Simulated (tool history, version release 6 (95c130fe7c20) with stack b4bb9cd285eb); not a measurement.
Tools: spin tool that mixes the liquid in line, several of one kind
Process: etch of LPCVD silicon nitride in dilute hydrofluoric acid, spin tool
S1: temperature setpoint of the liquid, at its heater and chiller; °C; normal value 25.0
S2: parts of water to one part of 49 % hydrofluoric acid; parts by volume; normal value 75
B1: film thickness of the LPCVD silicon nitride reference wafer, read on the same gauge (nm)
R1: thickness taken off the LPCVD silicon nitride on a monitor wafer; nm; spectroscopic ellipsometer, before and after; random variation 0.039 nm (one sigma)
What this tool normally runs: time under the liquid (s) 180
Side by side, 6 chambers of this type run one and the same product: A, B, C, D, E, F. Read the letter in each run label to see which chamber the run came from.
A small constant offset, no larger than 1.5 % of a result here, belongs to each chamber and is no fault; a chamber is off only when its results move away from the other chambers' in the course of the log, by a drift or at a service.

At hour 0.8: chamber B: hydrofluoric acid flow meter replaced.
Run 1C, hour 7.9: usual settings; B1 149.99. Result: R1 1.28260 nm.
At hour 18.3: chamber F: thermometer replaced.
Run 2E, hour 24.0: usual settings; B1 149.98. Result: R1 1.23990 nm.
Run 3D, hour 38.0: usual settings; B1 150.00. Result: R1 1.21020 nm.
Run 4F, hour 49.0: usual settings; B1 150.00. Result: R1 1.21130 nm.
Run 5B, hour 57.7: usual settings; B1 150.04. Result: R1 1.23910 nm.
Run 6A, hour 69.0: usual settings; B1 150.03. Result: R1 1.30020 nm.
Run 7F, hour 85.0: usual settings; B1 149.99. Result: R1 1.25750 nm.
Run 8D, hour 97.0: usual settings; B1 149.97. Result: R1 1.29040 nm.
Run 9E, hour 108.2: usual settings but S1 28.5 °C, time under the liquid (s) 95; B1 149.95. Result: R1 0.78552 nm.
Run 10B, hour 118.4: usual settings but S1 28.5 °C, time under the liquid (s) 95; B1 149.98. Result: R1 0.79995 nm.
Run 11C, hour 131.8: usual settings but S1 28.5 °C, time under the liquid (s) 95; B1 149.99. Result: R1 0.84273 nm.
At hour 137.0: chamber C: thermometer replaced.
Run 12A, hour 147.3: usual settings but S1 28.5 °C, time under the liquid (s) 95; B1 149.99. Result: R1 0.85441 nm.
Run 13D, hour 160.5: usual settings but S1 28.5 °C, time under the liquid (s) 95; B1 150.00. Result: R1 0.83234 nm.
Run 14E, hour 169.0: usual settings but S1 28.5 °C, time under the liquid (s) 95; B1 150.01. Result: R1 0.80079 nm.
Run 15B, hour 179.7: usual settings but S1 22.0 °C; B1 150.01. Result: R1 1.01120 nm.
Run 16F, hour 194.2: usual settings but S1 22.0 °C; B1 149.99. Result: R1 0.99384 nm.
Run 17A, hour 208.8: usual settings but S1 22.0 °C; B1 149.96. Result: R1 0.96858 nm.
Run 18C, hour 224.6: usual settings but S1 22.0 °C; B1 150.01. Result: R1 0.96130 nm.
Run 19F, hour 238.7: usual settings but S1 22.0 °C; B1 150.00. Result: R1 1.01110 nm.
Run 20A, hour 251.0: usual settings but S1 22.0 °C; B1 150.01. Result: R1 1.01720 nm.
Run 21E, hour 266.0: usual settings; B1 149.93. Result: R1 1.28280 nm.
Run 22B, hour 276.9: usual settings; B1 150.03. Result: R1 1.28190 nm.
Run 23C, hour 287.5: usual settings; B1 149.95. Result: R1 1.20660 nm.
Run 24D, hour 300.9: usual settings; B1 150.00. Result: R1 1.19480 nm.
Run 25A, hour 316.1: usual settings; B1 150.01. Result: R1 1.28070 nm.
Run 26C, hour 332.9: usual settings; B1 149.98. Result: R1 1.20970 nm.
Run 27F, hour 345.1: usual settings; B1 149.99. Result: R1 1.15520 nm.
Run 28D, hour 356.7: usual settings but S2 90 parts by volume, time under the liquid (s) 130; B1 149.97. Result: R1 0.73985 nm.
Run 29B, hour 370.3: usual settings but S2 90 parts by volume, time under the liquid (s) 130; B1 149.95. Result: R1 0.76868 nm.
Run 30E, hour 382.3: usual settings but S2 90 parts by volume, time under the liquid (s) 130; B1 150.01. Result: R1 0.74067 nm.
Run 31F, hour 394.2: usual settings but S2 90 parts by volume, time under the liquid (s) 130; B1 149.96. Result: R1 0.72806 nm.
At hour 407.3: chamber E: hydrofluoric acid flow meter replaced.
Run 32D, hour 410.7: usual settings but S2 90 parts by volume, time under the liquid (s) 130; B1 150.00. Result: R1 0.69865 nm.
Run 33B, hour 420.6: usual settings but S2 90 parts by volume, time under the liquid (s) 130; B1 149.99. Result: R1 0.75883 nm.
Run 34C, hour 432.1: usual settings; B1 150.00. Result: R1 1.28360 nm.
Run 35A, hour 448.8: usual settings; B1 150.03. Result: R1 1.19900 nm.
Run 36E, hour 465.0: usual settings; B1 149.99. Result: R1 1.15460 nm.
Run 37A, hour 474.6: usual settings; B1 150.01. Result: R1 1.17900 nm.
Run 38E, hour 490.9: usual settings; B1 150.01. Result: R1 1.27780 nm.
Run 39B, hour 502.5: usual settings; B1 150.03. Result: R1 1.30450 nm.

The same settings go to every chamber for the next run, one line per chamber below. Forecast the results for each:
Run 40A, hour 514.5: usual settings but S2 100 parts by volume. Result: R1 ?.
Run 40B, hour 514.5: usual settings but S2 100 parts by volume. Result: R1 ?.
Run 40C, hour 514.5: usual settings but S2 100 parts by volume. Result: R1 ?.
Run 40D, hour 514.5: usual settings but S2 100 parts by volume. Result: R1 ?.
Run 40E, hour 514.5: usual settings but S2 100 parts by volume. Result: R1 ?.
Run 40F, hour 514.5: usual settings but S2 100 parts by volume. Result: R1 ?.

run       R1
40A  0.94528
40B  0.94671
40C  0.92377
40D  0.88557
40E  0.96215
40F  0.96355

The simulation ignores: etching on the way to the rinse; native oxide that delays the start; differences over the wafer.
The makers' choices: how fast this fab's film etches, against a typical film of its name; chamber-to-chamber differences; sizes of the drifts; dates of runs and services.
